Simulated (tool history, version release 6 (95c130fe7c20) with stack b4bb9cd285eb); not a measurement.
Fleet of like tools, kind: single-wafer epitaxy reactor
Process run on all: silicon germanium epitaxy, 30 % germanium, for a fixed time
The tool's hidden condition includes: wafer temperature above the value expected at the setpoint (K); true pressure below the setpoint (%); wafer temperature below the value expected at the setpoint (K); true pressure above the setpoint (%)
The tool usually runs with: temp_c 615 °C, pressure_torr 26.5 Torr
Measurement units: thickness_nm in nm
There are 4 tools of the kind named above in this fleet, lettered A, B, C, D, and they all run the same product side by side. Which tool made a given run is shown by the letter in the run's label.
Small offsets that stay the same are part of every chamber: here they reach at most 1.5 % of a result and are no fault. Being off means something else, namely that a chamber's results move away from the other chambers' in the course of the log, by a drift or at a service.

run	hour	temp_c	pressure_torr	hours since the last pyrometer calibration	hours since the last manometer calibration	read-back reference wafer on the same gauge, thickness_nm	thickness_nm
1C	6.4	615	26.5	40.1	705.3	70.228	87.5
2A	13.2	615	26.5	925.2	1300.8	70.235	86.476
3D	20.3	615	26.5	1046.2	418.1	70.231	86.539
4B	24.6	615	26.5	474.1	53.7	70.265	85.706
5C	30.9	615	26.5	64.6	729.8	70.298	87.785
6B	39.2	615	26.5	488.7	68.3	70.288	85.824
7D	43.2	615	26.5	1069.1	441	70.283	86.501
8A	52.3	615	26.5	964.3	1339.9	70.311	86.458
9B	58	615	26.5	507.5	87.1	70.317	85.877
10A	64.1	615	26.5	976.1	1351.7	70.333	86.236
11C	72.9	615	26.5	106.6	771.8	70.355	87.534
12D	78.2	615	26.5	1104.1	476	70.375	86.549
13C	85.5	615	26.5	119.2	784.4	70.391	87.635
14B	94	615	26.5	543.5	123.1	70.422	85.765
15A	98.3	610	21.8	1010.3	1385.9	70.394	73.303
16D	104.7	610	21.8	1130.6	502.5	70.444	73.18
17A	111	610	21.8	1023	1398.6	70.436	73.276
18C	119.9	610	21.8	153.6	818.8	70.444	74.327
19D	124.7	615	26.5	1150.6	522.5	70.476	86.667
20B	132.9	615	26.5	582.4	162	70.52	85.999
21D	138.6	615	26.5	1164.5	536.4	70.52	86.826
22B	143.8	615	31.8	593.3	172.9	70.518	92.872
23C	151.1	615	31.8	184.8	850	70.52	94.614
24A	156.6	615	31.8	1068.6	1444.2	70.566	92.989

All chambers now run identical settings, listed one chamber a line with results as question marks. What results will each chamber show?
25A	163.3	615	26.5				?
25B	163.3	615	26.5				?
25C	163.3	615	26.5				?
25D	163.3	615	26.5				?

run	thickness_nm
25A	86.456
25B	86.175
25C	87.962
25D	86.742

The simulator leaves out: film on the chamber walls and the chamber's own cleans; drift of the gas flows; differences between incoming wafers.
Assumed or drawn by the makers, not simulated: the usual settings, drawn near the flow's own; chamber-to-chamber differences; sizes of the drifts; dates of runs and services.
